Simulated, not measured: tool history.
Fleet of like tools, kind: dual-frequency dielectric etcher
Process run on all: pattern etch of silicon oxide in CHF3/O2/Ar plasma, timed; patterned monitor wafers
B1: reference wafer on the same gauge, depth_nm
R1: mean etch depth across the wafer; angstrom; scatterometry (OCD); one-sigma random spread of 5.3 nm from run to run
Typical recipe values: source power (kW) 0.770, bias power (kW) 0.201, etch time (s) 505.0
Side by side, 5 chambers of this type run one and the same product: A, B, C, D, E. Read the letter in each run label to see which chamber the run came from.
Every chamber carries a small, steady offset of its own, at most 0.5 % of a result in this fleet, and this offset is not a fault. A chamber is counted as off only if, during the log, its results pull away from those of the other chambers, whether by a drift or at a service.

run 1E hour=12.2 | source_power_(kW)=0.770 bias_power_(kW)=0.201 etch_time_(s)=505.0 | B1=1309.9 | R1=11442.0
run 2C hour=19.0 | source_power_(kW)=0.770 bias_power_(kW)=0.201 etch_time_(s)=505.0 | B1=1310.4 | R1=11341.0
run 3B hour=28.8 | source_power_(kW)=0.770 bias_power_(kW)=0.201 etch_time_(s)=505.0 | B1=1308.7 | R1=11457.0
-- hour=34.3 chamber A: source power generator calibrated
run 4A hour=36.6 | source_power_(kW)=0.770 bias_power_(kW)=0.201 etch_time_(s)=505.0 | B1=1309.2 | R1=11417.0
run 5D hour=49.2 | source_power_(kW)=0.860 bias_power_(kW)=0.229 etch_time_(s)=505.0 | B1=1309.5 | R1=12415.0
run 6E hour=59.7 | source_power_(kW)=0.860 bias_power_(kW)=0.229 etch_time_(s)=505.0 | B1=1310.4 | R1=12430.0
run 7B hour=72.8 | source_power_(kW)=0.860 bias_power_(kW)=0.229 etch_time_(s)=505.0 | B1=1310.4 | R1=12333.0
run 8D hour=80.9 | source_power_(kW)=0.860 bias_power_(kW)=0.229 etch_time_(s)=505.0 | B1=1309.5 | R1=12548.0
run 9C hour=94.5 | source_power_(kW)=0.860 bias_power_(kW)=0.229 etch_time_(s)=505.0 | B1=1312.1 | R1=12427.0
run 10A hour=107.3 | source_power_(kW)=0.770 bias_power_(kW)=0.201 etch_time_(s)=505.0 | B1=1309.3 | R1=11452.0
run 11D hour=117.3 | source_power_(kW)=0.770 bias_power_(kW)=0.201 etch_time_(s)=505.0 | B1=1309.8 | R1=11503.0
-- hour=122.0 chamber D: wet clean of the chamber
run 12A hour=125.8 | source_power_(kW)=0.770 bias_power_(kW)=0.201 etch_time_(s)=505.0 | B1=1310.7 | R1=11423.0
run 13C hour=134.5 | source_power_(kW)=0.770 bias_power_(kW)=0.201 etch_time_(s)=505.0 | B1=1308.9 | R1=11415.0
run 14E hour=141.3 | source_power_(kW)=0.710 bias_power_(kW)=0.201 etch_time_(s)=505.0 | B1=1310.5 | R1=11086.0
run 15B hour=150.7 | source_power_(kW)=0.710 bias_power_(kW)=0.201 etch_time_(s)=505.0 | B1=1309.5 | R1=11016.0
-- hour=159.9 chamber B: wet clean of the chamber
run 16E hour=160.8 | source_power_(kW)=0.710 bias_power_(kW)=0.201 etch_time_(s)=505.0 | B1=1309.6 | R1=11165.0
run 17B hour=167.6 | source_power_(kW)=0.710 bias_power_(kW)=0.201 etch_time_(s)=505.0 | B1=1309.4 | R1=11077.0
run 18D hour=181.1 | source_power_(kW)=0.710 bias_power_(kW)=0.201 etch_time_(s)=505.0 | B1=1309.8 | R1=11100.0
run 19A hour=191.6 | source_power_(kW)=0.770 bias_power_(kW)=0.201 etch_time_(s)=505.0 | B1=1310.5 | R1=11413.0
run 20C hour=203.4 | source_power_(kW)=0.770 bias_power_(kW)=0.239 etch_time_(s)=391.0 | B1=1309.6 | R1=9340.9
run 21D hour=211.9 | source_power_(kW)=0.770 bias_power_(kW)=0.239 etch_time_(s)=391.0 | B1=1309.7 | R1=9385.1
run 22B hour=219.6 | source_power_(kW)=0.770 bias_power_(kW)=0.239 etch_time_(s)=391.0 | B1=1310.7 | R1=9364.6
run 23C hour=227.9 | source_power_(kW)=0.770 bias_power_(kW)=0.239 etch_time_(s)=391.0 | B1=1308.0 | R1=9311.0
run 24E hour=239.5 | source_power_(kW)=0.770 bias_power_(kW)=0.239 etch_time_(s)=391.0 | B1=1310.7 | R1=9466.4
run 25A hour=248.4 | source_power_(kW)=0.770 bias_power_(kW)=0.201 etch_time_(s)=505.0 | B1=1309.7 | R1=11362.0
run 26E hour=261.3 | source_power_(kW)=0.770 bias_power_(kW)=0.201 etch_time_(s)=505.0 | B1=1308.4 | R1=11469.0
-- hour=263.6 chamber C: source power generator calibrated
run 27D hour=273.3 | source_power_(kW)=0.770 bias_power_(kW)=0.201 etch_time_(s)=505.0 | B1=1309.8 | R1=11374.0
-- hour=276.6 chamber B: bias power generator calibrated
run 28C hour=281.0 | source_power_(kW)=0.770 bias_power_(kW)=0.201 etch_time_(s)=505.0 | B1=1311.0 | R1=11431.0
-- hour=281.4 chamber C: wet clean of the chamber
run 29A hour=289.2 | source_power_(kW)=0.770 bias_power_(kW)=0.201 etch_time_(s)=505.0 | B1=1309.3 | R1=11443.0
run 30B hour=295.8 | source_power_(kW)=0.770 bias_power_(kW)=0.168 etch_time_(s)=622.5 | B1=1309.7 | R1=13096.0
run 31C hour=307.9 | source_power_(kW)=0.770 bias_power_(kW)=0.168 etch_time_(s)=622.5 | B1=1310.1 | R1=13261.0
run 32E hour=318.4 | source_power_(kW)=0.770 bias_power_(kW)=0.168 etch_time_(s)=622.5 | B1=1309.8 | R1=13379.0
run 33D hour=332.1 | source_power_(kW)=0.770 bias_power_(kW)=0.168 etch_time_(s)=622.5 | B1=1308.6 | R1=13297.0
-- hour=336.9 chamber B: source power generator calibrated
run 34A hour=341.5 | source_power_(kW)=0.770 bias_power_(kW)=0.168 etch_time_(s)=622.5 | B1=1309.6 | R1=13229.0
-- hour=346.9 chamber A: bias power generator calibrated
run 35B hour=355.6 | source_power_(kW)=0.770 bias_power_(kW)=0.201 etch_time_(s)=505.0 | B1=1311.2 | R1=11290.0
run 36D hour=363.3 | source_power_(kW)=0.770 bias_power_(kW)=0.201 etch_time_(s)=576.0 | B1=1310.1 | R1=13001.0
run 37B hour=374.4 | source_power_(kW)=0.770 bias_power_(kW)=0.201 etch_time_(s)=576.0 | B1=1310.4 | R1=12983.0
run 38A hour=384.1 | source_power_(kW)=0.770 bias_power_(kW)=0.201 etch_time_(s)=576.0 | B1=1311.4 | R1=13026.0
run 39C hour=390.6 | source_power_(kW)=0.770 bias_power_(kW)=0.201 etch_time_(s)=576.0 | B1=1310.9 | R1=12861.0

All chambers now run identical settings, listed one chamber a line with results as question marks. What results will each chamber show?
run 40A hour=400.9 | source_power_(kW)=0.770 bias_power_(kW)=0.201 etch_time_(s)=505.0 | R1=?
run 40B hour=400.9 | source_power_(kW)=0.770 bias_power_(kW)=0.201 etch_time_(s)=505.0 | R1=?
run 40C hour=400.9 | source_power_(kW)=0.770 bias_power_(kW)=0.201 etch_time_(s)=505.0 | R1=?
run 40D hour=400.9 | source_power_(kW)=0.770 bias_power_(kW)=0.201 etch_time_(s)=505.0 | R1=?
run 40E hour=400.9 | source_power_(kW)=0.770 bias_power_(kW)=0.201 etch_time_(s)=505.0 | R1=?

run=40A R1=11399.0
run=40B R1=11375.0
run=40C R1=11382.0
run=40D R1=11413.0
run=40E R1=11388.0
